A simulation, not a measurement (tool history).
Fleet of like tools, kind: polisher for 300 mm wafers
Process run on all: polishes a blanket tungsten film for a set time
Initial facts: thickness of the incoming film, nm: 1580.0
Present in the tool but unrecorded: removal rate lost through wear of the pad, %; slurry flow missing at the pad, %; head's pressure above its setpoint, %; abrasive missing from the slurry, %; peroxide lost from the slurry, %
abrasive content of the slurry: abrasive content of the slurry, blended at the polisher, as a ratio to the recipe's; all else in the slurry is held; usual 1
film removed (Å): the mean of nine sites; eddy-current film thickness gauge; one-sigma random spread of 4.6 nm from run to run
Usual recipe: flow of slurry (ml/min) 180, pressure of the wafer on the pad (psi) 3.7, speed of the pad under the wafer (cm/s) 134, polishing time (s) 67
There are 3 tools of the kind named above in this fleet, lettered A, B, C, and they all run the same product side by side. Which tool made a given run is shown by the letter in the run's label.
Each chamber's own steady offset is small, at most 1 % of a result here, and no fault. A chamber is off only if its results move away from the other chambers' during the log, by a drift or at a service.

run	hour	flow of slurry (ml/min)	pressure of the wafer on the pad (psi)	speed of the pad under the wafer (cm/s)	abrasive content of the slurry	polishing time (s)	wafers polished on this pad	hours since the slurry nozzle was cleaned	hours since the head pressure was calibrated	hours since the slurry blender was calibrated	hours since the slurry got fresh peroxide	film removed (Å)
1B	11.4	180	3.7	134	1	67	481	174.3	365.2	122.2	126.5	4630.5
2A	18.6	180	3.7	134	1	67	285	53	260.6	39.7	37.1	4690.8
# hour 25.7: chamber B: slurry blender recalibrated
3C	29	180	3.7	134	1	67	1043	261.7	384.9	309.8	140	4674.2
# hour 29.7: chamber B: worn pad replaced by a new one
4C	42.7	180	3.7	134	1	67	1130	275.4	398.6	323.5	153.7	4762.8
5B	49.1	180	3.7	134	1	67	123	212	402.9	23.5	164.2	4691.5
# hour 60.1: chamber C: worn pad replaced by a new one
# hour 60.5: chamber C: slurry blender recalibrated
6A	60.9	180	3.7	134	1	67	553	95.3	302.9	82	79.4	4653.5
# hour 64.7: chamber A: slurry tank refilled with fresh slurry and peroxide
7C	72.2	180	3.7	134	1	67	76	304.9	428.1	11.7	183.2	4742.9
# hour 76.2: chamber A: worn pad replaced by a new one
8B	83.2	180	3.7	134	1	67	339	246.1	437	57.6	198.3	4605.1
# hour 89.1: chamber B: slurry tank refilled with fresh slurry and peroxide
9A	93.7	180	3.7	134	1	67	110	128.1	335.7	114.8	29	4714.5
10B	106.1	180	3.7	134	1	67	484	269	459.9	80.5	17.1	4708.3
11A	116.7	180	3.7	134	1	67	256	151.1	358.7	137.8	52	4782.7
# hour 118.7: chamber B: worn pad replaced by a new one
12C	125	180	3.7	134	1	67	411	357.7	480.9	64.5	236	4687
13C	137.4	180	3.7	134	1.2	67	489	370.1	493.3	76.9	248.4	4833.4
# hour 137.5: chamber A: slurry tank refilled with fresh slurry and peroxide
# hour 138.1: chamber C: head pressure recalibrated
# hour 145.5: chamber B: slurry blender recalibrated
14A	148.5	180	3.7	134	1.2	67	457	182.9	390.5	169.6	11	4934.7
15B	156	180	3.7	134	1.2	67	236	318.9	509.8	10.6	67	4869
16B	167.9	180	3.7	134	1	67	311	330.8	521.7	22.5	78.9	4665
# hour 178.7: chamber A: worn pad replaced by a new one
17A	181.1	180	3.7	134	1	67	15	215.5	423.1	202.2	43.6	4679.1
18C	192.3	180	3.7	134	1	67	837	425	54.2	131.8	303.3	4599
19C	203.6	180	3.7	134	1	67	908	436.3	65.5	143.1	314.6	4598.3
# hour 205: chamber B: worn pad replaced by a new one
# hour 206.3: chamber A: slurry tank refilled with fresh slurry and peroxide
20A	212.1	180	3.7	134	1	67	211	246.5	454.1	233.2	5.9	4712.7
# hour 213.1: chamber A: slurry nozzle cleaned
21B	219.5	180	3.7	134	1	67	91	382.4	573.3	74.1	130.5	4641.5
22C	227.5	180	3.7	134	1	67	1059	460.2	89.4	167	338.5	4520
23A	238	180	3.7	134	1	67	375	25	480	259.1	31.8	4795.5
24B	251.5	180	3.7	134	1	67	294	414.4	605.3	106.1	162.5	4644.3
# hour 258.1: chamber B: slurry tank refilled with fresh slurry and peroxide
25C	261	180	3.7	134	1	67	1271	493.7	122.9	200.5	372	4568.4
# hour 264.6: chamber A: worn pad replaced by a new one
26A	267.8	180	3.7	134	1	67	20	54.8	509.8	288.9	61.6	4720.9
# hour 268: chamber B: slurry blender recalibrated
# hour 273.6: chamber A: slurry tank refilled with fresh slurry and peroxide
27B	275.2	180	3.7	134	1	67	444	438.1	629	7.2	17.1	4589.2
# hour 283.4: chamber C: worn pad replaced by a new one
28C	287.2	180	3.7	108	1	67	24	519.9	149.1	226.7	398.2	3611.7
# hour 291.6: chamber B: worn pad replaced by a new one
29A	293.6	180	3.7	108	1	67	183	80.6	535.6	314.7	20	3796.3
# hour 296.2: chamber A: slurry blender recalibrated
30B	303.8	180	3.7	108	1	67	77	466.7	657.6	35.8	45.7	3758.3
31C	312.9	180	3.7	134	1	67	186	545.6	174.8	252.4	423.9	4391.6
32A	320.6	180	3.7	134	1	67	354	107.6	562.6	24.4	47	4643.2
33B	332.6	180	3.7	134	1	67	259	495.5	686.4	64.6	74.5	4626.3
34C	344.6	180	3.7	134	1	67	387	577.3	206.5	284.1	455.6	4386.8
35B	357.4	180	3.7	134	1	67	416	520.3	711.2	89.4	99.3	4696.5
# hour 362.6: chamber A: slurry tank refilled with fresh slurry and peroxide
# hour 363.4: chamber A: worn pad replaced by a new one
36A	368.7	180	3.7	134	1	67	33	155.7	610.7	72.5	6.2	4699.9
37C	376.3	180	3.7	134	1	67	588	609	238.2	315.8	487.3	4333.4
38A	386.7	155	4.8	134	1	67	147	173.7	628.7	90.5	24.2	5968.8
# hour 387: chamber B: slurry blender recalibrated
39B	394.1	155	4.8	134	1	67	649	557	747.9	7.2	136	5851

Does one chamber stand apart from the rest, does the shared gauge drift, or is all well apart from small per-chamber offsets? Give the chamber and the most likely cause, where there is one.

Chamber C drifts away from the others.
Cause: peroxide lost from the slurry, % = 19.5.
The log may not tell that from: slurry flow missing at the pad, %; head's pressure below its setpoint, %; abrasive missing from the slurry, %.

Below are 4 candidate recipes for chamber C's next run, each the usual settings with a change, their results shown as question marks. Which of them brings C's results back in line with what the other chambers give on the usual settings?
In-line tolerance around the mean of the other chambers on the usual settings: film removed (Å) 160
40C-1	404	175	3.7	134	1	58						?
40C-2	404	180	3.8	134	1	70						?
40C-3	404	180	3.6	130	1	65						?
40C-4	404	180	4	142	1	67						?

Average result of the remaining chambers running the usual settings: film removed (Å) 4661.4
run	film removed (Å)
40C-1	3716.1
40C-2	4626.6
40C-3	3944.5
40C-4	4946.4
Change 40C-2 lands the chamber within the allowed miss of the other chambers.
